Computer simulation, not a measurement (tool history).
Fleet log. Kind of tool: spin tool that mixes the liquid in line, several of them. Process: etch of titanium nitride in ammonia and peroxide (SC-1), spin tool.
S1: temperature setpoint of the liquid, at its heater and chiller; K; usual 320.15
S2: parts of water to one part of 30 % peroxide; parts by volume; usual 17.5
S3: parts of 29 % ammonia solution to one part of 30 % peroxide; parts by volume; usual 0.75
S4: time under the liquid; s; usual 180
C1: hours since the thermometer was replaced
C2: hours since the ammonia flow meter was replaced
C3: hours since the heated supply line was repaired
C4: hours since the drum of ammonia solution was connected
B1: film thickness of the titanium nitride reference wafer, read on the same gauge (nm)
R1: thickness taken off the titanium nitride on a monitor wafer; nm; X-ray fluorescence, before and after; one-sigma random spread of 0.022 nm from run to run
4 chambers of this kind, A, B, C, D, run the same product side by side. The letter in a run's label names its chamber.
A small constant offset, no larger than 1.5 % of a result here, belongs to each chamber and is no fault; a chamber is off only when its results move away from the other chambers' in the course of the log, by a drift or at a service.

run	day	S1	S2	S3	S4	C1	C2	C3	C4	B1	R1
1C	0.567	320.15	17.5	0.75	180	1395.5	1000.7	2698.8	63.4	70.015	5.6895
2B	0.983	320.15	17.5	0.75	180	2701.3	1808.8	399.3	760.8	69.985	5.7764
3A	1.383	320.15	17.5	0.75	180	797.3	1266.3	320.2	285.1	70.011	5.7264
4D	1.867	320.15	17.5	0.75	180	285.4	657.7	1344	1140.6	70.018	5.6968
5D	2.4	320.15	17.5	0.75	180	298.2	670.5	1356.8	1153.4	69.988	5.6657
6C	2.746	320.15	17.5	0.75	180	1447.8	1053	2751.1	115.7	69.982	5.6862
# day 2.879: chamber B: new drum of ammonia solution connected
7B	3.075	320.15	17.5	0.75	180	2751.5	1859	449.5	4.8	69.997	5.7852
8A	3.504	320.15	17.5	0.75	180	848.2	1317.2	371.1	336	69.995	5.7075
# day 3.688: chamber D: new drum of ammonia solution connected
9A	3.933	320.15	17.5	0.75	180	858.5	1327.5	381.4	346.3	70.004	5.7401
# day 4.125: chamber C: heated supply line repaired
10B	4.462	320.15	17.5	0.75	180	2784.8	1892.3	482.8	38.1	69.999	5.786
11C	4.758	320.15	17.5	0.75	180	1496.1	1101.3	15.2	164	70.01	5.6502
# day 4.962: chamber B: ammonia flow meter replaced
12D	5.238	320.15	17.5	0.75	180	366.3	738.6	1424.9	37.3	69.988	5.6145
13B	5.604	320.15	25.5	1	180	2812.2	15.4	510.2	65.5	70.008	4.9129
# day 5.679: chamber C: ammonia flow meter replaced
14A	5.904	320.15	25.5	1	180	905.8	1374.8	428.7	393.6	70.018	4.9028
15C	6.279	320.15	25.5	1	180	1532.6	14.4	51.7	200.5	70.002	4.8724
16D	6.7	320.15	25.5	1	180	401.4	773.7	1460	72.4	69.987	4.7796
17D	7.129	320.15	17.5	0.75	180	411.7	784	1470.3	82.7	69.985	5.553
18A	7.633	320.15	17.5	0.75	180	947.3	1416.3	470.2	435.1	69.975	5.7087
19C	7.921	320.15	17.5	0.75	180	1572	53.8	91.1	239.9	70.002	5.6534
20B	8.5	320.15	17.5	0.75	180	2881.7	84.9	579.7	135	70.01	5.8082
# day 9.054: chamber B: thermometer replaced
21D	9.079	320.15	17.5	0.75	180	458.5	830.8	1517.1	129.5	70.015	5.4596
22C	9.392	320.15	17.5	0.75	180	1607.3	89.1	126.4	275.2	69.995	5.6698
23B	9.833	320.15	17.5	0.75	180	18.7	116.9	611.7	167	70.01	5.7609
24A	10.221	320.15	17.5	0.75	180	1009.4	1478.4	532.3	497.2	70.002	5.7342

Predict what each chamber gives when all 4 of them run the settings below next.
25A	10.638	320.15	17.5	0.75	180						?
25B	10.638	320.15	17.5	0.75	180						?
25C	10.638	320.15	17.5	0.75	180						?
25D	10.638	320.15	17.5	0.75	180						?

run	R1
25A	5.7204
25B	5.7735
25C	5.6497
25D	5.4377

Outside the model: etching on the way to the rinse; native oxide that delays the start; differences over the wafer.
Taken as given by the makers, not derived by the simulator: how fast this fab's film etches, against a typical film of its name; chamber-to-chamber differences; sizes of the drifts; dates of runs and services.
